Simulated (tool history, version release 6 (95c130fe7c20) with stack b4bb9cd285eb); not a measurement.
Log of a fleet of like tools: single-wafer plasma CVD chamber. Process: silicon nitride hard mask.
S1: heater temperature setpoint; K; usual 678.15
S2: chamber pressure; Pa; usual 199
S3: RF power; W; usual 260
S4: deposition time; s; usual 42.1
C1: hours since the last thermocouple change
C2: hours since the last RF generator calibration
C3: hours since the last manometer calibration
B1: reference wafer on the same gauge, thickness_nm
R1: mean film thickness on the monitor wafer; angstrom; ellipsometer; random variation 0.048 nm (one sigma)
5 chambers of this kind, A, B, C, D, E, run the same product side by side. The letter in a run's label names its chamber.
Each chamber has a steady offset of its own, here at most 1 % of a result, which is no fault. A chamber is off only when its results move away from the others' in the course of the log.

run 1B hour=11.4 | S1=678.15 S2=199 S3=260 S4=42.1 | C1=386.4 C2=1623.7 C3=418.8 | B1=47.798 | R1=430.12
run 2D hour=23.0 | S1=678.15 S2=199 S3=260 S4=42.1 | C1=1179.1 C2=417.7 C3=549.1 | B1=47.806 | R1=429.53
run 3E hour=33.5 | S1=678.15 S2=199 S3=260 S4=42.1 | C1=909.5 C2=476.1 C3=1506.9 | B1=47.814 | R1=430.19
run 4C hour=48.5 | S1=678.15 S2=199 S3=260 S4=42.1 | C1=2332.7 C2=854.8 C3=287.2 | B1=47.826 | R1=434.32
run 5A hour=62.1 | S1=678.15 S2=199 S3=260 S4=42.1 | C1=697.0 C2=1150.3 C3=1215.0 | B1=47.818 | R1=430.23
run 6D hour=71.0 | S1=678.15 S2=199 S3=260 S4=42.1 | C1=1227.1 C2=465.7 C3=597.1 | B1=47.828 | R1=429.38
-- hour=81.0 chamber D: thermocouple changed; heater temperature recalibrated
run 7C hour=82.7 | S1=678.15 S2=199 S3=260 S4=42.1 | C1=2366.9 C2=889.0 C3=321.4 | B1=47.844 | R1=434.17
run 8B hour=90.8 | S1=678.15 S2=199 S3=260 S4=42.1 | C1=465.8 C2=1703.1 C3=498.2 | B1=47.830 | R1=430.30
run 9E hour=103.9 | S1=665.15 S2=199 S3=260 S4=42.1 | C1=979.9 C2=546.5 C3=1577.3 | B1=47.854 | R1=433.14
run 10A hour=113.6 | S1=665.15 S2=199 S3=260 S4=42.1 | C1=748.5 C2=1201.8 C3=1266.5 | B1=47.853 | R1=432.79
-- hour=114.1 chamber A: capacitance manometer re-zeroed and calibrated
run 11E hour=120.6 | S1=665.15 S2=199 S3=260 S4=42.1 | C1=996.6 C2=563.2 C3=1594.0 | B1=47.881 | R1=432.73
run 12B hour=132.7 | S1=665.15 S2=199 S3=260 S4=42.1 | C1=507.7 C2=1745.0 C3=540.1 | B1=47.862 | R1=432.18
run 13C hour=144.2 | S1=665.15 S2=199 S3=260 S4=42.1 | C1=2428.4 C2=950.5 C3=382.9 | B1=47.868 | R1=437.47
run 14D hour=155.0 | S1=678.15 S2=199 S3=260 S4=42.1 | C1=74.1 C2=549.7 C3=681.1 | B1=47.887 | R1=429.78
run 15A hour=162.5 | S1=667.15 S2=199 S3=260 S4=42.1 | C1=797.4 C2=1250.7 C3=48.4 | B1=47.877 | R1=432.21
run 16D hour=173.3 | S1=667.15 S2=199 S3=260 S4=42.1 | C1=92.4 C2=568.0 C3=699.4 | B1=47.877 | R1=432.16
run 17A hour=186.6 | S1=667.15 S2=199 S3=260 S4=42.1 | C1=821.5 C2=1274.8 C3=72.5 | B1=47.887 | R1=432.33
run 18B hour=201.6 | S1=667.15 S2=199 S3=260 S4=42.1 | C1=576.6 C2=1813.9 C3=609.0 | B1=47.902 | R1=432.59
-- hour=209.0 chamber E: capacitance manometer re-zeroed and calibrated
run 19E hour=213.3 | S1=667.15 S2=199 S3=260 S4=42.1 | C1=1089.3 C2=655.9 C3=4.3 | B1=47.913 | R1=433.29
run 20C hour=221.2 | S1=678.15 S2=199 S3=260 S4=42.1 | C1=2505.4 C2=1027.5 C3=459.9 | B1=47.923 | R1=434.16
run 21D hour=228.7 | S1=678.15 S2=199 S3=260 S4=42.1 | C1=147.8 C2=623.4 C3=754.8 | B1=47.918 | R1=429.79
run 22A hour=244.1 | S1=678.15 S2=199 S3=260 S4=42.1 | C1=879.0 C2=1332.3 C3=130.0 | B1=47.910 | R1=430.00
run 23B hour=254.2 | S1=678.15 S2=199 S3=260 S4=42.1 | C1=629.2 C2=1866.5 C3=661.6 | B1=47.929 | R1=430.18
-- hour=263.5 chamber A: thermocouple changed; heater temperature recalibrated
run 24E hour=268.8 | S1=678.15 S2=199 S3=260 S4=42.1 | C1=1144.8 C2=711.4 C3=59.8 | B1=47.945 | R1=430.25
run 25C hour=280.7 | S1=690.15 S2=220 S3=260 S4=42.1 | C1=2564.9 C2=1087.0 C3=519.4 | B1=47.928 | R1=446.78
-- hour=287.2 chamber E: thermocouple changed; heater temperature recalibrated
run 26A hour=296.1 | S1=690.15 S2=220 S3=260 S4=42.1 | C1=32.7 C2=1384.3 C3=182.0 | B1=47.950 | R1=442.36
run 27E hour=307.8 | S1=690.15 S2=220 S3=260 S4=42.1 | C1=20.6 C2=750.4 C3=98.8 | B1=47.941 | R1=442.82
run 28B hour=316.8 | S1=690.15 S2=220 S3=260 S4=42.1 | C1=691.8 C2=1929.1 C3=724.2 | B1=47.953 | R1=441.94
run 29C hour=326.2 | S1=690.15 S2=220 S3=260 S4=42.1 | C1=2610.4 C2=1132.5 C3=564.9 | B1=47.964 | R1=445.86
run 30D hour=333.6 | S1=671.15 S2=199 S3=260 S4=42.1 | C1=252.7 C2=728.3 C3=859.7 | B1=47.966 | R1=432.24
run 31E hour=341.3 | S1=671.15 S2=199 S3=260 S4=42.1 | C1=54.1 C2=783.9 C3=132.3 | B1=47.965 | R1=432.70
run 32A hour=349.4 | S1=671.15 S2=199 S3=260 S4=42.1 | C1=86.0 C2=1437.6 C3=235.3 | B1=47.962 | R1=432.04
run 33C hour=357.4 | S1=671.15 S2=199 S3=260 S4=42.1 | C1=2641.6 C2=1163.7 C3=596.1 | B1=47.980 | R1=436.05
run 34B hour=368.5 | S1=671.15 S2=199 S3=260 S4=42.1 | C1=743.5 C2=1980.8 C3=775.9 | B1=47.971 | R1=431.77
run 35D hour=377.5 | S1=678.15 S2=199 S3=260 S4=42.1 | C1=296.6 C2=772.2 C3=903.6 | B1=47.975 | R1=430.58
run 36E hour=391.6 | S1=678.15 S2=199 S3=260 S4=42.1 | C1=104.4 C2=834.2 C3=182.6 | B1=47.981 | R1=432.26
run 37D hour=400.7 | S1=678.15 S2=199 S3=260 S4=42.1 | C1=319.8 C2=795.4 C3=926.8 | B1=48.000 | R1=430.09
run 38A hour=410.6 | S1=678.15 S2=199 S3=260 S4=42.1 | C1=147.2 C2=1498.8 C3=296.5 | B1=47.996 | R1=431.42
run 39B hour=423.8 | S1=678.15 S2=199 S3=260 S4=42.1 | C1=798.8 C2=2036.1 C3=831.2 | B1=48.003 | R1=431.64
run 40C hour=431.0 | S1=678.15 S2=199 S3=260 S4=42.1 | C1=2715.2 C2=1237.3 C3=669.7 | B1=48.016 | R1=435.39
run 41B hour=438.7 | S1=678.15 S2=180 S3=260 S4=45.1 | C1=813.7 C2=2051.0 C3=846.1 | B1=48.014 | R1=448.26

What goes on in this fleet: one chamber off, a drifting gauge, or nothing beyond the chambers' own small offsets? Name the chamber and the cause, if any.

The gauge drifts, so all chambers seem to drift together. No chamber is off.
Cause: gauge reads high (%) = 0.46.

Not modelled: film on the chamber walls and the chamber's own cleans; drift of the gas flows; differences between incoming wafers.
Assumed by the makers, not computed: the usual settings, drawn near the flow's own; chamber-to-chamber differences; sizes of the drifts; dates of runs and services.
